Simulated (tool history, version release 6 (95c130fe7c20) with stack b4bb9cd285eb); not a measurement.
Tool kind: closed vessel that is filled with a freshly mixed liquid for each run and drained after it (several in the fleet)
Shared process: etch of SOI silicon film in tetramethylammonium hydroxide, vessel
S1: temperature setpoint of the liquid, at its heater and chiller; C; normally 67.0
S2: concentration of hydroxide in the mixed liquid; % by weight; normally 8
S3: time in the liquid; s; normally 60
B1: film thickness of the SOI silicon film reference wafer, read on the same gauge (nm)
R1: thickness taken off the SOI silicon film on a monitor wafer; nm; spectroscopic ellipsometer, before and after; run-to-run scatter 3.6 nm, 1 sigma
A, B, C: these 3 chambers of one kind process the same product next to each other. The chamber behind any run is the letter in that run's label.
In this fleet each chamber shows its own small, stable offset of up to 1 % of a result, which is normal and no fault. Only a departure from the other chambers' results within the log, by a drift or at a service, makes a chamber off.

run 1C day=0.158 | S1=67.0 S2=8 S3=60 | B1=149.96 | R1=402.32
run 2A day=0.250 | S1=67.0 S2=8 S3=60 | B1=149.98 | R1=411.14
run 3B day=0.450 | S1=67.0 S2=8 S3=60 | B1=150.01 | R1=407.54
run 4B day=0.571 | S1=67.0 S2=8 S3=60 | B1=149.99 | R1=406.93
run 5A day=0.767 | S1=67.0 S2=8 S3=60 | B1=150.02 | R1=413.68
run 6C day=0.875 | S1=67.0 S2=9 S3=60 | B1=149.98 | R1=386.26
run 7B day=1.058 | S1=67.0 S2=9 S3=60 | B1=150.00 | R1=388.44
run 8A day=1.150 | S1=67.0 S2=9 S3=60 | B1=150.00 | R1=396.40
run 9C day=1.271 | S1=67.0 S2=8 S3=60 | B1=149.99 | R1=404.76
run 10B day=1.371 | S1=67.0 S2=8 S3=60 | B1=150.02 | R1=412.73
run 11A day=1.475 | S1=67.0 S2=8 S3=60 | B1=149.99 | R1=406.98
run 12C day=1.588 | S1=67.0 S2=8 S3=60 | B1=150.01 | R1=403.67
run 13A day=1.692 | S1=67.0 S2=8 S3=60 | B1=150.02 | R1=407.80
run 14C day=1.821 | S1=67.0 S2=8 S3=60 | B1=150.01 | R1=403.03
run 15B day=1.967 | S1=67.0 S2=8 S3=60 | B1=150.03 | R1=409.80
run 16C day=2.133 | S1=62.0 S2=8 S3=90 | B1=150.03 | R1=448.20
run 17A day=2.329 | S1=62.0 S2=8 S3=90 | B1=149.99 | R1=458.92
run 18B day=2.508 | S1=62.0 S2=8 S3=90 | B1=150.01 | R1=454.14
run 19B day=2.675 | S1=73.0 S2=8 S3=45 | B1=149.98 | R1=432.20
run 20C day=2.846 | S1=73.0 S2=8 S3=45 | B1=150.01 | R1=425.66
run 21A day=3.017 | S1=73.0 S2=8 S3=45 | B1=150.01 | R1=450.43
run 22A day=3.175 | S1=67.0 S2=8 S3=60 | B1=149.98 | R1=422.76
run 23C day=3.333 | S1=67.0 S2=8 S3=60 | B1=149.99 | R1=406.72
run 24B day=3.471 | S1=67.0 S2=8 S3=60 | B1=150.01 | R1=409.72
run 25B day=3.583 | S1=67.0 S2=8 S3=60 | B1=150.00 | R1=405.61
run 26C day=3.779 | S1=67.0 S2=8 S3=60 | B1=150.00 | R1=399.68
run 27A day=3.908 | S1=67.0 S2=8 S3=60 | B1=150.02 | R1=435.21
run 28A day=4.079 | S1=67.0 S2=8 S3=60 | B1=150.01 | R1=431.65
run 29C day=4.225 | S1=67.0 S2=8 S3=60 | B1=150.00 | R1=406.63
run 30B day=4.354 | S1=67.0 S2=8 S3=60 | B1=149.99 | R1=408.76
run 31C day=4.546 | S1=67.0 S2=8 S3=60 | B1=150.01 | R1=408.72
run 32B day=4.646 | S1=67.0 S2=8 S3=60 | B1=150.00 | R1=403.25
run 33A day=4.846 | S1=67.0 S2=8 S3=60 | B1=150.01 | R1=445.35
run 34C day=5.000 | S1=67.0 S2=8 S3=60 | B1=149.99 | R1=403.93
run 35B day=5.154 | S1=67.0 S2=8 S3=60 | B1=149.99 | R1=406.47
run 36A day=5.308 | S1=67.0 S2=8 S3=60 | B1=150.00 | R1=444.83
run 37B day=5.462 | S1=67.0 S2=8 S3=60 | B1=150.03 | R1=404.16

Decide between three cases: one chamber stands off from its peers, the gauge reading all wafers drifts, or nothing is wrong past each chamber's small offset. Where a chamber is off, say which and what most likely put it there.

Chamber A drifts away from the others.
Most likely cause: liquid hotter than its thermometer reads (K) = 1.62.

Here are 4 candidates for chamber A's next run, each the usual settings with a change, their results left as question marks. Which one brings its results back in line with what the others give on the usual settings?
In line means no further than this from the other chambers' mean on the usual settings: R1 13.00 nm
run 38A-1 day=5.612 | S1=67.0 S2=10.5 S3=60 | R1=?
run 38A-2 day=5.612 | S1=65.5 S2=8.0 S3=55 | R1=?
run 38A-3 day=5.612 | S1=67.0 S2=8.0 S3=70 | R1=?
run 38A-4 day=5.612 | S1=67.5 S2=8.0 S3=65 | R1=?

Usual-settings mean across the other chambers: R1 406.25 nm
run=38A-1 R1=408.96
run=38A-2 R1=378.26
run=38A-3 R1=526.00
run=38A-4 R1=503.08
With 38A-1, the chamber falls back in line with the rest.
